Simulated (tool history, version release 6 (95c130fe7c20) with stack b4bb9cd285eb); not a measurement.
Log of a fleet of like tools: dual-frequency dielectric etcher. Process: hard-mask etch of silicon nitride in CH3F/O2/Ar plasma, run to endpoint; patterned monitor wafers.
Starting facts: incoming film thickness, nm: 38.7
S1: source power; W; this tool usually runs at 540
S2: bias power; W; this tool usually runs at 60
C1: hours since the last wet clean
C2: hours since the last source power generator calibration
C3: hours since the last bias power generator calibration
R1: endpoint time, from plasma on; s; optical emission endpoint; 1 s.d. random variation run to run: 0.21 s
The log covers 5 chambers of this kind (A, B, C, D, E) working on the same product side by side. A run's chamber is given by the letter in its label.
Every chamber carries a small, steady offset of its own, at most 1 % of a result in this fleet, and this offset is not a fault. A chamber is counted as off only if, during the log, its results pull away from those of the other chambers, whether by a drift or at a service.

run 1C day=0.158 | S1=540 S2=60 | C1=44.6 C2=2100.9 C3=2618.1 | R1=52.792
run 2A day=0.288 | S1=540 S2=60 | C1=137.8 C2=1456.4 C3=2524.9 | R1=52.597
run 3E day=0.483 | S1=540 S2=60 | C1=245.4 C2=787.4 C3=2167.1 | R1=52.472
run 4D day=0.646 | S1=540 S2=60 | C1=179.0 C2=112.4 C3=675.6 | R1=53.004
run 5B day=0.800 | S1=540 S2=60 | C1=254.9 C2=3244.3 C3=1257.3 | R1=53.443
run 6B day=0.925 | S1=540 S2=60 | C1=257.9 C2=3247.3 C3=1260.3 | R1=53.446
run 7A day=1.083 | S1=540 S2=60 | C1=156.9 C2=1475.5 C3=2544.0 | R1=52.501
run 8E day=1.196 | S1=540 S2=60 | C1=262.5 C2=804.5 C3=2184.2 | R1=52.491
run 9C day=1.433 | S1=540 S2=60 | C1=75.2 C2=2131.5 C3=2648.7 | R1=52.957
run 10D day=1.608 | S1=540 S2=60 | C1=202.1 C2=135.5 C3=698.7 | R1=52.658
run 11B day=1.833 | S1=540 S2=60 | C1=279.7 C2=3269.1 C3=1282.1 | R1=53.190
run 12D day=1.983 | S1=540 S2=66 | C1=211.1 C2=144.5 C3=707.7 | R1=51.593
run 13C day=2.125 | S1=540 S2=66 | C1=91.8 C2=2148.1 C3=2665.3 | R1=51.381
run 14E day=2.321 | S1=540 S2=66 | C1=289.5 C2=831.5 C3=2211.2 | R1=50.442
run 15A day=2.525 | S1=540 S2=66 | C1=191.5 C2=1510.1 C3=2578.6 | R1=50.342
run 16C day=2.667 | S1=540 S2=66 | C1=104.8 C2=2161.1 C3=2678.3 | R1=51.047
run 17D day=2.892 | S1=540 S2=60 | C1=232.9 C2=166.3 C3=729.5 | R1=52.535
run 18E day=3.079 | S1=540 S2=60 | C1=307.7 C2=849.7 C3=2229.4 | R1=52.666
run 19A day=3.246 | S1=460 S2=60 | C1=208.8 C2=1527.4 C3=2595.9 | R1=55.329
run 20B day=3.367 | S1=460 S2=60 | C1=316.5 C2=3305.9 C3=1318.9 | R1=56.589
run 21B day=3.604 | S1=460 S2=60 | C1=322.2 C2=3311.6 C3=1324.6 | R1=56.507
run 22C day=3.725 | S1=460 S2=60 | C1=130.2 C2=2186.5 C3=2703.7 | R1=56.187
run 23D day=3.888 | S1=460 S2=60 | C1=256.8 C2=190.2 C3=753.4 | R1=56.150
run 24A day=4.117 | S1=540 S2=60 | C1=229.7 C2=1548.3 C3=2616.8 | R1=52.202
run 25E day=4.338 | S1=540 S2=60 | C1=337.9 C2=879.9 C3=2259.6 | R1=52.364
run 26B day=4.529 | S1=540 S2=60 | C1=344.4 C2=3333.8 C3=1346.8 | R1=52.959
run 27A day=4.725 | S1=540 S2=60 | C1=244.3 C2=1562.9 C3=2631.4 | R1=51.513
run 28E day=4.879 | S1=540 S2=74 | C1=350.9 C2=892.9 C3=2272.6 | R1=48.762
run 29D day=5.017 | S1=540 S2=74 | C1=283.9 C2=217.3 C3=780.5 | R1=49.676
run 30C day=5.183 | S1=540 S2=74 | C1=165.2 C2=2221.5 C3=2738.7 | R1=49.199
run 31A day=5.367 | S1=540 S2=74 | C1=259.7 C2=1578.3 C3=2646.8 | R1=47.769
run 32D day=5.479 | S1=540 S2=74 | C1=295.0 C2=228.4 C3=791.6 | R1=49.427
run 33C day=5.638 | S1=540 S2=60 | C1=176.1 C2=2232.4 C3=2749.6 | R1=52.914
run 34E day=5.742 | S1=540 S2=60 | C1=371.6 C2=913.6 C3=2293.3 | R1=52.623
run 35B day=5.954 | S1=540 S2=60 | C1=378.6 C2=3368.0 C3=1381.0 | R1=53.075
run 36C day=6.167 | S1=540 S2=60 | C1=188.8 C2=2245.1 C3=2762.3 | R1=52.659
run 37D day=6.346 | S1=470 S2=46 | C1=315.8 C2=249.2 C3=812.4 | R1=60.895
run 38A day=6.508 | S1=470 S2=46 | C1=287.1 C2=1605.7 C3=2674.2 | R1=58.977
run 39E day=6.633 | S1=470 S2=46 | C1=393.0 C2=935.0 C3=2314.7 | R1=60.466

All 5 chambers run these settings next. Forecast each chamber's results:
run 40A day=6.804 | S1=440 S2=60 | R1=?
run 40B day=6.804 | S1=440 S2=60 | R1=?
run 40C day=6.804 | S1=440 S2=60 | R1=?
run 40D day=6.804 | S1=440 S2=60 | R1=?
run 40E day=6.804 | S1=440 S2=60 | R1=?

run=40A R1=55.691
run=40B R1=57.734
run=40C R1=57.545
run=40D R1=56.725
run=40E R1=57.004
